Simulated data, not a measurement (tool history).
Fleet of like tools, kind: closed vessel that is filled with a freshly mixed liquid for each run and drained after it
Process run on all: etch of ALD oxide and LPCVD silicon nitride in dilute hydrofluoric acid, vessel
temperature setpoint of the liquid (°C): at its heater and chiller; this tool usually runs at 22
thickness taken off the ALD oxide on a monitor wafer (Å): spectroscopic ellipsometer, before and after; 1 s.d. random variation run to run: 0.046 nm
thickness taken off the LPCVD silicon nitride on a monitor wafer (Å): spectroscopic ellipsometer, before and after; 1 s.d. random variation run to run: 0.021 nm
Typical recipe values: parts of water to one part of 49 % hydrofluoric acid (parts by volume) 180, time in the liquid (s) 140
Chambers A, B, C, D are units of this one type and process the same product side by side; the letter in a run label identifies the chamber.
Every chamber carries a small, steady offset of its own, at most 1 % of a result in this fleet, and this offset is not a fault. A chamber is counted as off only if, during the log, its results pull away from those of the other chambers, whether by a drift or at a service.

run   hour  temperature setpoint of the liquid (°C)  parts of water to one part of 49 % hydrofluoric acid (parts by volume)  time in the liquid (s)  hours since the thermometer was replaced  hours since the hydrofluoric acid flow meter was replaced  read-back film thickness of the ALD oxide reference wafer, read on the same gauge (nm)  read-back film thickness of the LPCVD silicon nitride reference wafer, read on the same gauge (nm)  thickness taken off the ALD oxide on a monitor wafer (Å)  thickness taken off the LPCVD silicon nitride on a monitor wafer (Å)
 1B    2.6                                       22                                                                     180                     140                                     703.4                                                      353.3                                                                                  29.996                                                                                              60.009                                                      64.8                                                                3.6797
 2A    6.1                                       22                                                                     180                     140                                     451.5                                                      666.4                                                                                  29.997                                                                                              60.017                                                    63.371                                                                3.7167
 3D   10.1                                       22                                                                     180                     140                                    1489.5                                                        201                                                                                  30.005                                                                                              60.014                                                    65.036                                                                3.7484
 4C   12.4                                       22                                                                     180                     140                                    1225.9                                                      826.2                                                                                  30.022                                                                                              60.019                                                     64.19                                                                 3.842
 5D   16.4                                     24.5                                                                     180                     140                                    1495.8                                                      207.3                                                                                  30.021                                                                                              60.027                                                    70.921                                                                4.3094
 6B   20.2                                     24.5                                                                     180                     140                                       721                                                      370.9                                                                                  29.996                                                                                              59.995                                                    70.585                                                                3.9925
 7A   23.8                                     24.5                                                                     180                     140                                     469.2                                                      684.1                                                                                  30.006                                                                                              60.007                                                    69.719                                                                3.8258
 8C   27.4                                     24.5                                                                     180                     140                                    1240.9                                                      841.2                                                                                  29.981                                                                                              59.997                                                    70.022                                                                4.0866
 9C   30.4                                       22                                                                     180                     140                                    1243.9                                                      844.2                                                                                   29.99                                                                                              60.041                                                    63.751                                                                3.9923
10B   34.2                                       22                                                                     180                     140                                       735                                                      384.9                                                                                  29.984                                                                                              59.972                                                    64.379                                                                3.7172
11A   36.1                                       22                                                                     180                     140                                     481.5                                                      696.4                                                                                   30.03                                                                                              59.995                                                    63.137                                                                3.3068
12D   40.3                                       22                                                                     180                     140                                    1519.7                                                      231.2                                                                                   30.01                                                                                              60.003                                                    65.234                                                                3.7416
13B   43.3                                       22                                                                     180                     140                                     744.1                                                        394                                                                                  30.001                                                                                                  60                                                    64.066                                                                3.3624
14A   45.6                                       22                                                                     180                     140                                       491                                                      705.9                                                                                  29.988                                                                                              59.989                                                    64.212                                                                3.7749
15D   49.8                                       22                                                                     180                     140                                    1529.2                                                      240.7                                                                                  29.976                                                                                              59.964                                                    65.427                                                                3.5693
16C   52.3                                       22                                                                     180                     140                                    1265.8                                                      866.1                                                                                  30.005                                                                                              60.019                                                    62.317                                                                3.8049
17C   55.9                                       22                                                                     180                     140                                    1269.4                                                      869.7                                                                                  29.994                                                                                              59.999                                                    62.294                                                                3.5912
18A   58.8                                       22                                                                     180                     140                                     504.2                                                      719.1                                                                                  30.015                                                                                              60.008                                                    64.179                                                                3.6484
19D   63.1                                       22                                                                     180                     140                                    1542.5                                                        254                                                                                  29.994                                                                                              59.951                                                    65.059                                                                3.5911
20B   65.6                                       22                                                                     180                     140                                     766.4                                                      416.3                                                                                   30.01                                                                                              60.006                                                    64.441                                                                3.7534
21D   67.7                                       22                                                                     180                     140                                    1547.1                                                      258.6                                                                                  30.009                                                                                              60.013                                                    65.457                                                                3.6296
22C   70.9                                       22                                                                     180                     140                                    1284.4                                                      884.7                                                                                  30.013                                                                                              60.004                                                    61.812                                                                3.3671
23A     74                                       22                                                                     180                     140                                     519.4                                                      734.3                                                                                  29.992                                                                                              60.003                                                    63.336                                                                3.4033
24B   77.5                                       22                                                                     180                     140                                     778.3                                                      428.2                                                                                  30.007                                                                                              59.986                                                    64.357                                                                3.6219
25B     80                                       22                                                                     180                     140                                     780.8                                                      430.7                                                                                  30.017                                                                                              59.997                                                    64.392                                                                3.7026
26A   83.5                                       22                                                                     180                     140                                     528.9                                                      743.8                                                                                  30.003                                                                                              60.016                                                    64.183                                                                4.0074
27D   85.4                                       22                                                                     180                     140                                    1564.8                                                      276.3                                                                                  29.996                                                                                              60.008                                                    65.252                                                                 3.621
28C     88                                       22                                                                     180                     140                                    1301.5                                                      901.8                                                                                  30.004                                                                                              60.041                                                    60.923                                                                3.2834
29C     91                                       22                                                                     180                     140                                    1304.5                                                      904.8                                                                                  30.006                                                                                               59.96                                                    60.647                                                                3.6002
30D   94.6                                       22                                                                     180                     140                                      1574                                                      285.5                                                                                  29.994                                                                                              60.001                                                    66.238                                                                3.8672
31B   97.9                                       22                                                                     180                     140                                     798.7                                                      448.6                                                                                  30.025                                                                                              59.959                                                    64.921                                                                3.6641
32A  100.4                                       22                                                                     180                     140                                     545.8                                                      760.7                                                                                      30                                                                                              59.991                                                    64.724                                                                3.7504
33A  102.4                                       22                                                                     180                     140                                     547.8                                                      762.7                                                                                  29.999                                                                                              60.024                                                    63.974                                                                3.9831
34D  104.8                                       22                                                                     180                     140                                    1584.2                                                      295.7                                                                                  29.988                                                                                              59.991                                                    65.433                                                                3.6231
35C  107.4                                       22                                                                     180                     140                                    1320.9                                                      921.2                                                                                  29.997                                                                                              60.014                                                    59.652                                                                3.6299
36B  109.7                                       22                                                                     180                      75                                     810.5                                                      460.4                                                                                  29.997                                                                                              60.018                                                    34.491                                                                 1.809
37D  112.9                                       22                                                                     180                      75                                    1592.3                                                      303.8                                                                                  30.005                                                                                              60.013                                                    34.673                                                                1.9971
38A    117                                       22                                                                     180                      75                                     562.4                                                      777.3                                                                                  30.013                                                                                              60.022                                                     33.88                                                                1.9334
39B  118.9                                       22                                                                     180                      75                                     819.7                                                      469.6                                                                                  30.011                                                                                              60.001                                                    34.606                                                                1.7513
40C  123.2                                       22                                                                     180                     140                                    1336.7                                                        937                                                                                  30.014                                                                                              59.983                                                    58.831                                                                3.4424
41C  127.3                                       22                                                                     180                     140                                    1340.8                                                      941.1                                                                                  30.009                                                                                              60.042                                                    59.791                                                                3.2289

All 4 chambers run these settings next. Forecast each chamber's results:
42A  130.4                                       22                                                                     180                     140                                                                                                                                                                                                                                                                                                                                                          ?                                                                     ?
42B  130.4                                       22                                                                     180                     140                                                                                                                                                                                                                                                                                                                                                          ?                                                                     ?
42C  130.4                                       22                                                                     180                     140                                                                                                                                                                                                                                                                                                                                                          ?                                                                     ?
42D  130.4                                       22                                                                     180                     140                                                                                                                                                                                                                                                                                                                                                          ?                                                                     ?

run  thickness taken off the ALD oxide on a monitor wafer (Å)  thickness taken off the LPCVD silicon nitride on a monitor wafer (Å)
42A                                                     63.73                                                                3.4762
42B                                                    64.575                                                                3.6975
42C                                                    58.253                                                                3.4743
42D                                                    65.347                                                                3.7272
